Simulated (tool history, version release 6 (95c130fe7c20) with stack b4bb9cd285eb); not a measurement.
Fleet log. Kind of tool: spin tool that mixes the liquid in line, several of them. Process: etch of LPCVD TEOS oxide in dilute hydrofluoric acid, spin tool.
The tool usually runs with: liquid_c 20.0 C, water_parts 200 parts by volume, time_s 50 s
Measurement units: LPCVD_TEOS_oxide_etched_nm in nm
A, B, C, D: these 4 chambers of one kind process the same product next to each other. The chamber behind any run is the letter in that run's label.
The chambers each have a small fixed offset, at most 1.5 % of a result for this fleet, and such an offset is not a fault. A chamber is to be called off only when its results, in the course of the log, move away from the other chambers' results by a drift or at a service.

run   hour  liquid_c  water_parts  time_s  read-back film thickness of the LPCVD TEOS oxide reference wafer, read on the same gauge (nm)  LPCVD_TEOS_oxide_etched_nm
 1A    6.5      20.0          200      50                                                                                         49.969                      7.0827
 2D   12.0      20.0          200      50                                                                                         49.960                      7.0371
 3C   18.3      20.0          200      50                                                                                         50.070                      7.0081
 4B   26.2      20.0          200      50                                                                                         50.020                      7.0786
 5C   34.1      20.0          200      50                                                                                         50.018                      6.9687
      39.0  -- chamber B: hydrofluoric acid flow meter replaced
 6D   40.5      20.0          200      50                                                                                         50.000                      7.0228
 7A   47.1      20.0          125      50                                                                                         50.024                     12.3460
 8B   53.0      20.0          125      50                                                                                         50.028                     12.0460
 9C   59.9      20.0          125      50                                                                                         50.029                     12.1620
10D   64.5      20.0          125      50                                                                                         49.984                     12.1700
11A   70.2      20.0          200      50                                                                                         50.011                      7.0610
12B   74.9      17.0          275      50                                                                                         50.022                      4.2493
13A   80.6      17.0          275      50                                                                                         49.990                      4.1756
      86.8  -- chamber D: hydrofluoric acid flow meter replaced
14B   87.4      17.0          275      50                                                                                         49.967                      4.2606
15C   94.8      17.0          275      50                                                                                         50.030                      4.1746
16D  103.3      20.0          200      50                                                                                         50.000                      7.0566
17D  107.3      20.0          200      50                                                                                         50.017                      7.0773
18C  114.1      20.0          200      50                                                                                         50.001                      6.8239
19B  119.2      20.0          160      50                                                                                         50.038                      9.3324
20A  124.0      20.0          160      50                                                                                         49.933                      9.4170
21C  130.3      20.0          160      50                                                                                         50.045                      8.8683
22A  134.1      20.0          160      50                                                                                         49.965                      9.2858
23B  141.6      20.0          200      50                                                                                         49.976                      7.1660
24D  148.7      20.0          200      50                                                                                         49.963                      6.9277
25C  154.1      20.0          200      50                                                                                         49.940                      6.9367
26B  158.4      20.0          200      50                                                                                         49.950                      7.0610
27D  163.1      20.0          200      50                                                                                         49.979                      7.1290
28A  167.7      20.0          200      50                                                                                         49.989                      7.0335
29A  175.0      21.5          200      30                                                                                         50.011                      4.4274
30D  181.5      21.5          200      30                                                                                         50.054                      4.4625
31C  186.9      21.5          200      30                                                                                         50.007                      4.2687
32B  193.4      21.5          200      30                                                                                         49.977                      4.5680
33B  198.8      20.0          200      50                                                                                         49.938                      7.0232
34C  204.6      20.0          200      50                                                                                         49.937                      6.7161
35D  212.8      20.0          200      50                                                                                         50.023                      7.1116
36A  220.7      20.0          200      50                                                                                         49.968                      6.8954
37D  227.9      20.0          200      50                                                                                         50.008                      7.1202
38C  235.8      20.0          200      50                                                                                         49.991                      6.5083
39B  240.7      20.0          200      50                                                                                         50.017                      7.0696
40A  249.1      20.0          200      50                                                                                         49.942                      7.1692
41A  256.8      20.0          135      60                                                                                         49.954                     13.3810

All 4 chambers run these settings next. Forecast each chamber's results:
42A  263.1      17.0          200      50                                                                                                                          ?
42B  263.1      17.0          200      50                                                                                                                          ?
42C  263.1      17.0          200      50                                                                                                                          ?
42D  263.1      17.0          200      50                                                                                                                          ?

run  LPCVD_TEOS_oxide_etched_nm
42A                      6.1837
42B                      6.2659
42C                      5.7714
42D                      6.3429
